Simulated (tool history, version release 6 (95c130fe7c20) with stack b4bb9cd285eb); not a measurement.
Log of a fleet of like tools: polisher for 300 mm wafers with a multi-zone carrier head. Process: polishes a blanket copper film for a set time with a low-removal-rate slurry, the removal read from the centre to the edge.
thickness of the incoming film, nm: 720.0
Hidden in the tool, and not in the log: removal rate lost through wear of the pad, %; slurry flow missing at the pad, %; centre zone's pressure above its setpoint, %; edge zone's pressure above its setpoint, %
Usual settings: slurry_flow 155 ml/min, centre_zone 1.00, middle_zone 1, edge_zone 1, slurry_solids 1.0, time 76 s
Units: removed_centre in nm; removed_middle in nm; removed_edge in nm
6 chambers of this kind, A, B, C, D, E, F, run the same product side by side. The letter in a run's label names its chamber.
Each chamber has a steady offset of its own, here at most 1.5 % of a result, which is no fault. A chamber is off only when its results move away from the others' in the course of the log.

| run | hour | slurry_flow | centre_zone | middle_zone | edge_zone | slurry_solids | time | wafers polished on this pad | hours since the slurry nozzle was cleaned | hours since the centre zone pressure was calibrated | hours since the edge zone pressure was calibrated | removed_centre | removed_middle | removed_edge |
|---|---|---|---|---|---|---|---|---|---|---|---|---|---|---|
|  | 2.6 | chamber A: worn pad replaced by a new one |
| 1D | 4.1 | 155 | 1.00 | 1 | 1 | 1.0 | 76 | 346 | 119.9 | 433.3 | 351.2 | 163.41 | 170.62 | 169.98 |
| 2B | 7.4 | 155 | 1.00 | 1 | 1 | 1.0 | 76 | 1073 | 602.6 | 168.2 | 552.8 | 164.56 | 164.28 | 166.72 |
| 3E | 9.9 | 155 | 1.00 | 1 | 1 | 1.0 | 76 | 505 | 212.3 | 613.1 | 567.1 | 163.26 | 168.76 | 170.39 |
| 4F | 12.4 | 155 | 1.00 | 1 | 1 | 1.0 | 76 | 738 | 159.1 | 521.3 | 324.7 | 168.26 | 165.02 | 168.80 |
| 5C | 16.6 | 155 | 1.00 | 1 | 1 | 1.0 | 76 | 986 | 224.8 | 235.6 | 299.5 | 164.70 | 167.34 | 168.47 |
| 6A | 19.2 | 155 | 1.00 | 1 | 1 | 1.0 | 76 | 171 | 84.4 | 920.6 | 168.9 | 171.97 | 169.70 | 170.72 |
|  | 22.0 | chamber C: worn pad replaced by a new one |
| 7C | 22.6 | 155 | 1.00 | 1 | 1 | 1.0 | 76 | 6 | 230.8 | 241.6 | 305.5 | 167.07 | 165.19 | 165.51 |
| 8F | 27.0 | 155 | 1.00 | 1 | 1 | 1.0 | 76 | 889 | 173.7 | 535.9 | 339.3 | 170.52 | 168.19 | 170.63 |
| 9B | 31.8 | 155 | 1.00 | 1 | 1 | 1.0 | 76 | 1325 | 627.0 | 192.6 | 577.2 | 167.78 | 164.41 | 165.88 |
|  | 33.9 | chamber B: worn pad replaced by a new one |
| 10A | 34.6 | 155 | 1.00 | 1 | 1 | 1.0 | 76 | 331 | 99.8 | 936.0 | 184.3 | 170.02 | 173.18 | 173.32 |
| 11E | 38.7 | 155 | 1.00 | 1 | 1 | 1.0 | 76 | 803 | 241.1 | 641.9 | 595.9 | 171.44 | 171.28 | 168.51 |
| 12D | 43.2 | 155 | 1.00 | 1 | 1 | 1.0 | 76 | 751 | 159.0 | 472.4 | 390.3 | 166.30 | 169.76 | 163.83 |
| 13A | 47.0 | 155 | 1.00 | 1 | 1 | 1.0 | 76 | 459 | 112.2 | 948.4 | 196.7 | 170.18 | 168.59 | 170.23 |
| 14D | 51.5 | 155 | 1.00 | 1 | 1 | 1.0 | 76 | 837 | 167.3 | 480.7 | 398.6 | 160.75 | 162.61 | 163.06 |
|  | 51.9 | chamber A: worn pad replaced by a new one |
| 15B | 55.0 | 155 | 1.00 | 1 | 1 | 1.0 | 76 | 218 | 650.2 | 215.8 | 600.4 | 168.32 | 166.71 | 163.77 |
| 16C | 59.1 | 155 | 1.00 | 1 | 1 | 1.0 | 76 | 384 | 267.3 | 278.1 | 342.0 | 163.50 | 170.01 | 166.22 |
|  | 62.8 | chamber D: worn pad replaced by a new one |
| 17F | 63.6 | 155 | 1.00 | 1 | 1 | 1.0 | 76 | 1267 | 210.3 | 572.5 | 375.9 | 166.25 | 162.94 | 162.42 |
| 18E | 66.2 | 155 | 1.00 | 1 | 1 | 1.0 | 76 | 1087 | 268.6 | 669.4 | 623.4 | 170.51 | 165.13 | 170.58 |
| 19D | 68.5 | 155 | 1.00 | 1 | 1 | 1.0 | 76 | 59 | 184.3 | 497.7 | 415.6 | 165.61 | 164.43 | 165.98 |
|  | 68.6 | chamber F: worn pad replaced by a new one |
| 20E | 72.1 | 155 | 1.00 | 1 | 1 | 1.0 | 76 | 1148 | 274.5 | 675.3 | 629.3 | 161.99 | 169.02 | 169.77 |
| 21B | 76.6 | 155 | 1.00 | 1 | 1 | 1.0 | 76 | 442 | 671.8 | 237.4 | 622.0 | 163.45 | 168.73 | 165.84 |
| 22C | 79.0 | 155 | 1.00 | 1 | 1 | 1.0 | 76 | 590 | 287.2 | 298.0 | 361.9 | 164.48 | 164.64 | 167.00 |
| 23A | 82.5 | 155 | 1.00 | 1 | 1 | 1.0 | 76 | 317 | 147.7 | 983.9 | 232.2 | 169.43 | 172.15 | 169.83 |
| 24F | 87.1 | 155 | 1.00 | 1 | 1 | 1.0 | 76 | 191 | 233.8 | 596.0 | 399.4 | 162.17 | 162.85 | 166.00 |
|  | 87.2 | chamber E: worn pad replaced by a new one |
| 25D | 90.9 | 155 | 1.00 | 1 | 1 | 1.0 | 76 | 291 | 206.7 | 520.1 | 438.0 | 167.76 | 169.06 | 165.41 |
| 26E | 94.9 | 155 | 1.00 | 1 | 1 | 1.0 | 76 | 79 | 297.3 | 698.1 | 652.1 | 169.41 | 168.34 | 166.97 |
| 27A | 98.7 | 155 | 1.00 | 1 | 1 | 1.0 | 76 | 484 | 163.9 | 1000.1 | 248.4 | 167.50 | 167.67 | 170.59 |
| 28B | 100.9 | 155 | 1.00 | 1 | 1 | 1.0 | 76 | 693 | 696.1 | 261.7 | 646.3 | 169.54 | 169.15 | 166.41 |
|  | 104.5 | chamber A: worn pad replaced by a new one |
| 29C | 104.8 | 155 | 1.00 | 1 | 1 | 1.0 | 76 | 856 | 313.0 | 323.8 | 387.7 | 163.87 | 168.05 | 166.67 |
| 30F | 108.3 | 155 | 1.00 | 1 | 1 | 1.0 | 76 | 411 | 255.0 | 617.2 | 420.6 | 161.81 | 159.01 | 163.08 |
| 31E | 112.9 | 155 | 1.00 | 1 | 1 | 1.0 | 76 | 266 | 315.3 | 716.1 | 670.1 | 164.93 | 168.79 | 167.75 |
| 32C | 116.6 | 155 | 1.00 | 1 | 1 | 1.0 | 76 | 979 | 324.8 | 335.6 | 399.5 | 161.68 | 160.09 | 167.80 |
|  | 119.5 | chamber C: worn pad replaced by a new one |
| 33A | 119.9 | 155 | 1.05 | 1 | 1 | 1.0 | 76 | 159 | 185.1 | 1021.3 | 269.6 | 179.06 | 166.33 | 168.19 |
| 34B | 124.0 | 155 | 1.05 | 1 | 1 | 1.0 | 76 | 932 | 719.2 | 284.8 | 669.4 | 176.94 | 164.73 | 168.39 |
|  | 127.1 | chamber A: centre zone pressure recalibrated |
| 35D | 127.5 | 155 | 1.05 | 1 | 1 | 1.0 | 76 | 669 | 243.3 | 556.7 | 474.6 | 178.75 | 168.17 | 168.25 |
| 36F | 130.2 | 155 | 1.05 | 1 | 1 | 1.0 | 76 | 637 | 276.9 | 639.1 | 442.5 | 165.88 | 151.77 | 162.78 |
| 37D | 133.3 | 155 | 1.05 | 1 | 1 | 1.0 | 76 | 729 | 249.1 | 562.5 | 480.4 | 172.42 | 165.23 | 165.57 |
| 38F | 136.9 | 155 | 1.05 | 1 | 1 | 1.0 | 76 | 706 | 283.6 | 645.8 | 449.2 | 163.59 | 157.79 | 160.99 |
|  | 139.0 | chamber B: slurry nozzle cleaned |
| 39E | 139.4 | 155 | 1.00 | 1 | 1 | 1.0 | 50 | 540 | 341.8 | 742.6 | 696.6 | 111.07 | 109.15 | 108.87 |
| 40A | 141.6 | 155 | 1.00 | 1 | 1 | 1.0 | 50 | 383 | 206.8 | 14.6 | 291.3 | 111.87 | 111.37 | 108.47 |
| 41B | 146.3 | 155 | 1.00 | 1 | 1 | 1.0 | 50 | 1163 | 7.3 | 307.1 | 691.7 | 111.51 | 113.25 | 111.04 |
|  | 148.6 | chamber C: centre zone pressure recalibrated |
| 42C | 148.9 | 155 | 1.00 | 1 | 1 | 1.0 | 50 | 304 | 357.1 | 0.3 | 431.8 | 106.17 | 108.04 | 109.96 |

Is one chamber off against the others, does the gauge drift, or is nothing wrong? If a chamber is off, say which, and what the likeliest cause is.

Chamber F drifts away from the others.
Cause: slurry flow missing at the pad, % = 30.8.

Here are 4 candidates for chamber F's next run, each the usual settings with a change, their results left as question marks. Which one brings its results back in line with what the others give on the usual settings?
In line means no further than this from the other chambers' mean on the usual settings: removed_centre 8.10 nm; removed_middle 8.80 nm; removed_edge 8.30 nm
| 43F-1 | 152.3 | 160 | 1.02 | 1.02 | 0.98 | 1.0 | 80 |  |  |  |  | ? | ? | ? |
| 43F-2 | 152.3 | 170 | 1.03 | 1.04 | 0.96 | 1.0 | 84 |  |  |  |  | ? | ? | ? |
| 43F-3 | 152.3 | 140 | 0.97 | 0.96 | 1.04 | 1.0 | 68 |  |  |  |  | ? | ? | ? |
| 43F-4 | 152.3 | 150 | 0.98 | 0.98 | 1.02 | 1.0 | 72 |  |  |  |  | ? | ? | ? |

The other chambers' mean on the usual settings: removed_centre 166.74 nm; removed_middle 167.10 nm; removed_edge 167.46 nm
| run | removed_centre | removed_middle | removed_edge |
|---|---|---|---|
| 43F-1 | 168.03 | 166.14 | 167.44 |
| 43F-2 | 181.38 | 180.21 | 175.67 |
| 43F-3 | 129.75 | 128.98 | 143.47 |
| 43F-4 | 142.01 | 141.81 | 152.25 |
43F-1 brings the chamber back in line.

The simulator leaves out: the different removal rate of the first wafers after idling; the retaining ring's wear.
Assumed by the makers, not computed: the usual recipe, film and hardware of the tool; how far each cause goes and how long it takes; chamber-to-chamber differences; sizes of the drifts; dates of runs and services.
